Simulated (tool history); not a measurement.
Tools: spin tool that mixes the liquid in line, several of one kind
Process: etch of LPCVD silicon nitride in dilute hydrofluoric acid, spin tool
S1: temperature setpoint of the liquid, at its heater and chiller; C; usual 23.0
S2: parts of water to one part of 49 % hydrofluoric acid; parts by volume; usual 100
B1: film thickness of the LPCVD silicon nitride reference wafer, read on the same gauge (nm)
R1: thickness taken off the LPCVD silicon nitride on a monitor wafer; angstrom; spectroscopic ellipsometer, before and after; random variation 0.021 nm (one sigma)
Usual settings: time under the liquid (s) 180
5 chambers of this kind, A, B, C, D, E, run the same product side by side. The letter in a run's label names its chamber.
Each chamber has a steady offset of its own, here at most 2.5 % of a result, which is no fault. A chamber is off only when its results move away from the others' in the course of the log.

Run 1D, hour 13.0: usual settings; B1 119.98. Result: R1 7.4664 angstrom.
Run 2B, hour 22.6: usual settings; B1 119.96. Result: R1 7.4239 angstrom.
Run 3E, hour 37.3: usual settings; B1 120.03. Result: R1 6.9273 angstrom.
Run 4C, hour 50.2: usual settings; B1 120.05. Result: R1 7.2438 angstrom.
At hour 62.2: chamber D: thermometer replaced.
Run 5A, hour 64.4: usual settings; B1 120.02. Result: R1 7.2418 angstrom.
Run 6C, hour 77.5: usual settings but S2 60 parts by volume, time under the liquid (s) 80; B1 120.02. Result: R1 5.2436 angstrom.
Run 7D, hour 89.8: usual settings but S2 60 parts by volume, time under the liquid (s) 80; B1 119.94. Result: R1 5.4829 angstrom.
Run 8B, hour 104.6: usual settings but S2 60 parts by volume, time under the liquid (s) 80; B1 119.95. Result: R1 5.3017 angstrom.
Run 9E, hour 116.1: usual settings but S2 60 parts by volume, time under the liquid (s) 80; B1 120.01. Result: R1 5.5982 angstrom.
At hour 117.0: chamber E: hydrofluoric acid flow meter replaced.
Run 10A, hour 123.5: usual settings but S2 60 parts by volume, time under the liquid (s) 80; B1 119.99. Result: R1 5.3303 angstrom.
Run 11B, hour 133.3: usual settings; B1 119.95. Result: R1 7.5587 angstrom.
Run 12D, hour 142.1: usual settings; B1 119.98. Result: R1 7.1144 angstrom.
Run 13E, hour 151.3: usual settings; B1 120.02. Result: R1 7.4047 angstrom.
Run 14A, hour 160.0: usual settings; B1 119.99. Result: R1 6.7782 angstrom.
Run 15C, hour 169.1: usual settings; B1 119.98. Result: R1 7.2386 angstrom.
Run 16A, hour 180.9: usual settings; B1 120.05. Result: R1 7.0829 angstrom.
Run 17C, hour 189.4: usual settings; B1 120.01. Result: R1 7.3029 angstrom.
Run 18E, hour 203.3: usual settings but S1 18.5 C, S2 65 parts by volume; B1 120.00. Result: R1 7.9859 angstrom.
Run 19B, hour 217.9: usual settings but S1 18.5 C, S2 65 parts by volume; B1 119.95. Result: R1 7.9570 angstrom.
Run 20D, hour 231.0: usual settings but S1 18.5 C, S2 65 parts by volume; B1 119.99. Result: R1 8.1988 angstrom.
Run 21D, hour 245.6: usual settings but S1 18.5 C, S2 65 parts by volume; B1 119.97. Result: R1 8.0028 angstrom.
Run 22B, hour 256.7: usual settings but S1 18.5 C, S2 65 parts by volume; B1 119.99. Result: R1 8.3212 angstrom.
Run 23C, hour 265.9: usual settings; B1 119.99. Result: R1 7.0090 angstrom.
Run 24E, hour 279.5: usual settings; B1 119.95. Result: R1 6.9072 angstrom.
Run 25A, hour 287.2: usual settings; B1 120.03. Result: R1 7.6460 angstrom.
Run 26D, hour 300.1: usual settings; B1 120.01. Result: R1 7.2131 angstrom.
Run 27C, hour 311.8: usual settings but S2 120 parts by volume; B1 120.01. Result: R1 6.2738 angstrom.
Run 28E, hour 319.1: usual settings but S2 120 parts by volume; B1 120.03. Result: R1 6.0824 angstrom.
Run 29A, hour 327.7: usual settings but S2 120 parts by volume; B1 120.01. Result: R1 6.7597 angstrom.
Run 30B, hour 335.0: usual settings but S2 120 parts by volume; B1 120.00. Result: R1 6.1627 angstrom.
Run 31D, hour 348.0: usual settings but S2 120 parts by volume; B1 120.03. Result: R1 6.0167 angstrom.
Run 32C, hour 360.1: usual settings; B1 120.00. Result: R1 7.1721 angstrom.
Run 33A, hour 373.3: usual settings; B1 119.95. Result: R1 8.5949 angstrom.
Run 34B, hour 385.5: usual settings; B1 119.97. Result: R1 7.4906 angstrom.
Run 35E, hour 393.1: usual settings; B1 119.97. Result: R1 7.0170 angstrom.
Run 36B, hour 402.9: usual settings; B1 119.98. Result: R1 7.3176 angstrom.
Run 37A, hour 413.0: usual settings; B1 119.98. Result: R1 7.8448 angstrom.
Run 38E, hour 422.5: usual settings; B1 120.01. Result: R1 7.1462 angstrom.

Is one chamber off against the others, does the gauge drift, or is nothing wrong? If a chamber is off, say which, and what the likeliest cause is.

Chamber A drifts away from the others.
Cause: liquid hotter than its thermometer reads (K) = 2.4.

Here are 4 candidates for chamber A's next run, each the usual settings with a change, their results left as question marks. Which one brings its results back in line with what the others give on the usual settings?
In line means no further than this from the other chambers' mean on the usual settings: R1 0.7500 angstrom
Run 39A-1, hour 433.1: usual settings but S1 23.5 C, S2 95 parts by volume, time under the liquid (s) 195. Result: R1 ?.
Run 39A-2, hour 433.1: usual settings but S1 22.5 C, S2 105 parts by volume, time under the liquid (s) 165. Result: R1 ?.
Run 39A-3, hour 433.1: usual settings but time under the liquid (s) 130. Result: R1 ?.
Run 39A-4, hour 433.1: usual settings but S2 70 parts by volume. Result: R1 ?.

The other chambers' mean on the usual settings: R1 7.3007 angstrom
  run       R1
39A-1  10.0430
39A-2   7.2046
39A-3   6.1552
39A-4  12.1260
39A-2 brings the chamber back in line.
